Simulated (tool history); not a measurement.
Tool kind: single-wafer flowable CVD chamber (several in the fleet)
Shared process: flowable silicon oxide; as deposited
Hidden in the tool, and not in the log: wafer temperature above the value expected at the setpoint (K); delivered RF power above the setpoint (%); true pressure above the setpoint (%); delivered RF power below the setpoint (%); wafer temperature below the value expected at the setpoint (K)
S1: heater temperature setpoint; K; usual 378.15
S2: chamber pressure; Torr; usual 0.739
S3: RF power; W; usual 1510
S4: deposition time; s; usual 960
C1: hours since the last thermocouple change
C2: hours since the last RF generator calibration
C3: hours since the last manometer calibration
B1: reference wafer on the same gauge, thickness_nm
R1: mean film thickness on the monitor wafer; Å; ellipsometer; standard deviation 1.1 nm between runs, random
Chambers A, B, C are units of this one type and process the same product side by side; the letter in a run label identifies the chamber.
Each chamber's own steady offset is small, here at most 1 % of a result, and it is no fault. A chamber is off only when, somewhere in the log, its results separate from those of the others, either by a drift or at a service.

{"run": "1B", "hour": 7.2, "S1": 378.15, "S2": 0.739, "S3": 1510, "S4": 960, "C1": 499.4, "C2": 1505.5, "C3": 1217.2, "B1": 409.92, "R1": 4101.2}
{"run": "2A", "hour": 14.8, "S1": 378.15, "S2": 0.739, "S3": 1510, "S4": 960, "C1": 533.9, "C2": 460.9, "C3": 205.5, "B1": 410.04, "R1": 4114.1}
{"run": "3C", "hour": 25.5, "S1": 378.15, "S2": 0.739, "S3": 1510, "S4": 960, "C1": 1918.8, "C2": 696.6, "C3": 422.3, "B1": 409.78, "R1": 4101.1}
{"run": "4A", "hour": 33.9, "S1": 378.15, "S2": 0.739, "S3": 1510, "S4": 960, "C1": 553.0, "C2": 480.0, "C3": 224.6, "B1": 409.75, "R1": 4114.3}
{"run": "5B", "hour": 43.1, "S1": 378.15, "S2": 0.739, "S3": 1510, "S4": 960, "C1": 535.3, "C2": 1541.4, "C3": 1253.1, "B1": 409.78, "R1": 4100.0}
{"hour": 46.4, "done": "chamber B: capacitance manometer re-zeroed and calibrated"}
{"run": "6C", "hour": 48.8, "S1": 378.15, "S2": 0.739, "S3": 1510, "S4": 960, "C1": 1942.1, "C2": 719.9, "C3": 445.6, "B1": 409.85, "R1": 4101.2}
{"run": "7A", "hour": 56.0, "S1": 385.15, "S2": 0.739, "S3": 1305, "S4": 960, "C1": 575.1, "C2": 502.1, "C3": 246.7, "B1": 410.08, "R1": 3124.7}
{"run": "8C", "hour": 65.2, "S1": 385.15, "S2": 0.739, "S3": 1305, "S4": 960, "C1": 1958.5, "C2": 736.3, "C3": 462.0, "B1": 410.1, "R1": 3094.2}
{"run": "9B", "hour": 73.8, "S1": 385.15, "S2": 0.739, "S3": 1305, "S4": 960, "C1": 566.0, "C2": 1572.1, "C3": 27.4, "B1": 409.99, "R1": 3078.4}
{"run": "10C", "hour": 84.7, "S1": 378.15, "S2": 0.739, "S3": 1510, "S4": 960, "C1": 1978.0, "C2": 755.8, "C3": 481.5, "B1": 409.82, "R1": 4121.6}
{"run": "11A", "hour": 94.3, "S1": 378.15, "S2": 0.739, "S3": 1510, "S4": 960, "C1": 613.4, "C2": 540.4, "C3": 285.0, "B1": 410.07, "R1": 4127.3}
{"run": "12B", "hour": 100.5, "S1": 378.15, "S2": 0.739, "S3": 1510, "S4": 960, "C1": 592.7, "C2": 1598.8, "C3": 54.1, "B1": 410.25, "R1": 4068.9}
{"run": "13C", "hour": 107.1, "S1": 378.15, "S2": 0.739, "S3": 1510, "S4": 960, "C1": 2000.4, "C2": 778.2, "C3": 503.9, "B1": 409.97, "R1": 4102.5}
{"hour": 112.8, "done": "chamber C: thermocouple changed; heater temperature recalibrated"}
{"run": "14A", "hour": 115.5, "S1": 378.15, "S2": 0.739, "S3": 1325, "S4": 876, "C1": 634.6, "C2": 561.6, "C3": 306.2, "B1": 410.23, "R1": 3579.0}
{"run": "15B", "hour": 120.6, "S1": 378.15, "S2": 0.739, "S3": 1325, "S4": 876, "C1": 612.8, "C2": 1618.9, "C3": 74.2, "B1": 409.93, "R1": 3581.8}
{"run": "16B", "hour": 130.6, "S1": 378.15, "S2": 0.739, "S3": 1325, "S4": 876, "C1": 622.8, "C2": 1628.9, "C3": 84.2, "B1": 410.07, "R1": 3567.1}
{"run": "17A", "hour": 136.5, "S1": 378.15, "S2": 0.739, "S3": 1510, "S4": 960, "C1": 655.6, "C2": 582.6, "C3": 327.2, "B1": 409.93, "R1": 4110.6}
{"run": "18C", "hour": 145.5, "S1": 378.15, "S2": 0.739, "S3": 1510, "S4": 960, "C1": 32.7, "C2": 816.6, "C3": 542.3, "B1": 410.07, "R1": 4268.6}
{"run": "19A", "hour": 153.3, "S1": 378.15, "S2": 0.739, "S3": 1510, "S4": 960, "C1": 672.4, "C2": 599.4, "C3": 344.0, "B1": 409.83, "R1": 4109.4}
{"run": "20C", "hour": 160.2, "S1": 378.15, "S2": 0.739, "S3": 1510, "S4": 960, "C1": 47.4, "C2": 831.3, "C3": 557.0, "B1": 409.95, "R1": 4254.3}
{"run": "21B", "hour": 168.5, "S1": 378.15, "S2": 0.739, "S3": 1510, "S4": 960, "C1": 660.7, "C2": 1666.8, "C3": 122.1, "B1": 410.08, "R1": 4094.7}
{"hour": 176.8, "done": "chamber B: RF generator calibrated"}
{"run": "22C", "hour": 177.7, "S1": 378.15, "S2": 0.739, "S3": 1510, "S4": 960, "C1": 64.9, "C2": 848.8, "C3": 574.5, "B1": 410.16, "R1": 4294.7}
{"run": "23A", "hour": 187.3, "S1": 378.15, "S2": 0.592, "S3": 1510, "S4": 1135, "C1": 706.4, "C2": 633.4, "C3": 378.0, "B1": 409.93, "R1": 3586.0}
{"run": "24B", "hour": 195.9, "S1": 378.15, "S2": 0.592, "S3": 1510, "S4": 1135, "C1": 688.1, "C2": 19.1, "C3": 149.5, "B1": 409.89, "R1": 3606.9}
{"run": "25B", "hour": 204.0, "S1": 378.15, "S2": 0.592, "S3": 1510, "S4": 1135, "C1": 696.2, "C2": 27.2, "C3": 157.6, "B1": 410.15, "R1": 3599.0}
{"run": "26C", "hour": 213.1, "S1": 378.15, "S2": 0.739, "S3": 1510, "S4": 960, "C1": 100.3, "C2": 884.2, "C3": 609.9, "B1": 409.84, "R1": 4258.8}
{"run": "27A", "hour": 220.5, "S1": 378.15, "S2": 0.739, "S3": 1510, "S4": 960, "C1": 739.6, "C2": 666.6, "C3": 411.2, "B1": 410.09, "R1": 4100.8}
{"run": "28A", "hour": 228.7, "S1": 378.15, "S2": 0.739, "S3": 1510, "S4": 960, "C1": 747.8, "C2": 674.8, "C3": 419.4, "B1": 409.89, "R1": 4116.9}
{"run": "29C", "hour": 239.5, "S1": 378.15, "S2": 0.739, "S3": 1510, "S4": 960, "C1": 126.7, "C2": 910.6, "C3": 636.3, "B1": 409.83, "R1": 4272.4}
{"run": "30B", "hour": 249.4, "S1": 378.15, "S2": 0.739, "S3": 1510, "S4": 960, "C1": 741.6, "C2": 72.6, "C3": 203.0, "B1": 409.75, "R1": 4103.1}
{"run": "31B", "hour": 257.9, "S1": 378.15, "S2": 0.739, "S3": 1510, "S4": 960, "C1": 750.1, "C2": 81.1, "C3": 211.5, "B1": 410.06, "R1": 4091.2}
{"run": "32C", "hour": 268.0, "S1": 378.15, "S2": 0.739, "S3": 1510, "S4": 960, "C1": 155.2, "C2": 939.1, "C3": 664.8, "B1": 410.0, "R1": 4281.4}
{"run": "33A", "hour": 277.2, "S1": 378.15, "S2": 0.739, "S3": 1510, "S4": 960, "C1": 796.3, "C2": 723.3, "C3": 467.9, "B1": 410.09, "R1": 4114.3}
{"run": "34C", "hour": 286.3, "S1": 378.15, "S2": 0.739, "S3": 1510, "S4": 960, "C1": 173.5, "C2": 957.4, "C3": 683.1, "B1": 409.99, "R1": 4271.5}
{"run": "35A", "hour": 291.6, "S1": 378.15, "S2": 0.739, "S3": 1510, "S4": 960, "C1": 810.7, "C2": 737.7, "C3": 482.3, "B1": 409.8, "R1": 4109.4}
{"run": "36B", "hour": 301.9, "S1": 378.15, "S2": 0.739, "S3": 1510, "S4": 960, "C1": 794.1, "C2": 125.1, "C3": 255.5, "B1": 409.92, "R1": 4083.6}
{"run": "37B", "hour": 309.5, "S1": 378.15, "S2": 0.739, "S3": 1510, "S4": 960, "C1": 801.7, "C2": 132.7, "C3": 263.1, "B1": 410.1, "R1": 4117.0}
{"run": "38A", "hour": 320.6, "S1": 378.15, "S2": 0.739, "S3": 1510, "S4": 960, "C1": 839.7, "C2": 766.7, "C3": 511.3, "B1": 410.37, "R1": 4109.7}
{"run": "39C", "hour": 330.3, "S1": 389.15, "S2": 0.739, "S3": 1350, "S4": 960, "C1": 217.5, "C2": 1001.4, "C3": 727.1, "B1": 410.01, "R1": 2877.5}
{"run": "40A", "hour": 338.5, "S1": 389.15, "S2": 0.739, "S3": 1350, "S4": 960, "C1": 857.6, "C2": 784.6, "C3": 529.2, "B1": 409.81, "R1": 2811.7}
{"run": "41B", "hour": 345.6, "S1": 389.15, "S2": 0.739, "S3": 1350, "S4": 960, "C1": 837.8, "C2": 168.8, "C3": 299.2, "B1": 410.06, "R1": 2758.6}
{"run": "42C", "hour": 352.5, "S1": 378.15, "S2": 0.739, "S3": 1510, "S4": 960, "C1": 239.7, "C2": 1023.6, "C3": 749.3, "B1": 410.01, "R1": 4274.1}
{"run": "43C", "hour": 363.1, "S1": 378.15, "S2": 0.739, "S3": 1510, "S4": 960, "C1": 250.3, "C2": 1034.2, "C3": 759.9, "B1": 409.96, "R1": 4258.0}
{"run": "44A", "hour": 373.5, "S1": 378.15, "S2": 0.739, "S3": 1510, "S4": 960, "C1": 892.6, "C2": 819.6, "C3": 564.2, "B1": 410.14, "R1": 4124.0}

All 3 chambers run these settings next. Forecast each chamber's results:
{"run": "45A", "hour": 381.4, "S1": 378.15, "S2": 0.739, "S3": 1510, "S4": 960, "R1": "?"}
{"run": "45B", "hour": 381.4, "S1": 378.15, "S2": 0.739, "S3": 1510, "S4": 960, "R1": "?"}
{"run": "45C", "hour": 381.4, "S1": 378.15, "S2": 0.739, "S3": 1510, "S4": 960, "R1": "?"}

run=45A R1=4096.0
run=45B R1=4115.9
run=45C R1=4272.6

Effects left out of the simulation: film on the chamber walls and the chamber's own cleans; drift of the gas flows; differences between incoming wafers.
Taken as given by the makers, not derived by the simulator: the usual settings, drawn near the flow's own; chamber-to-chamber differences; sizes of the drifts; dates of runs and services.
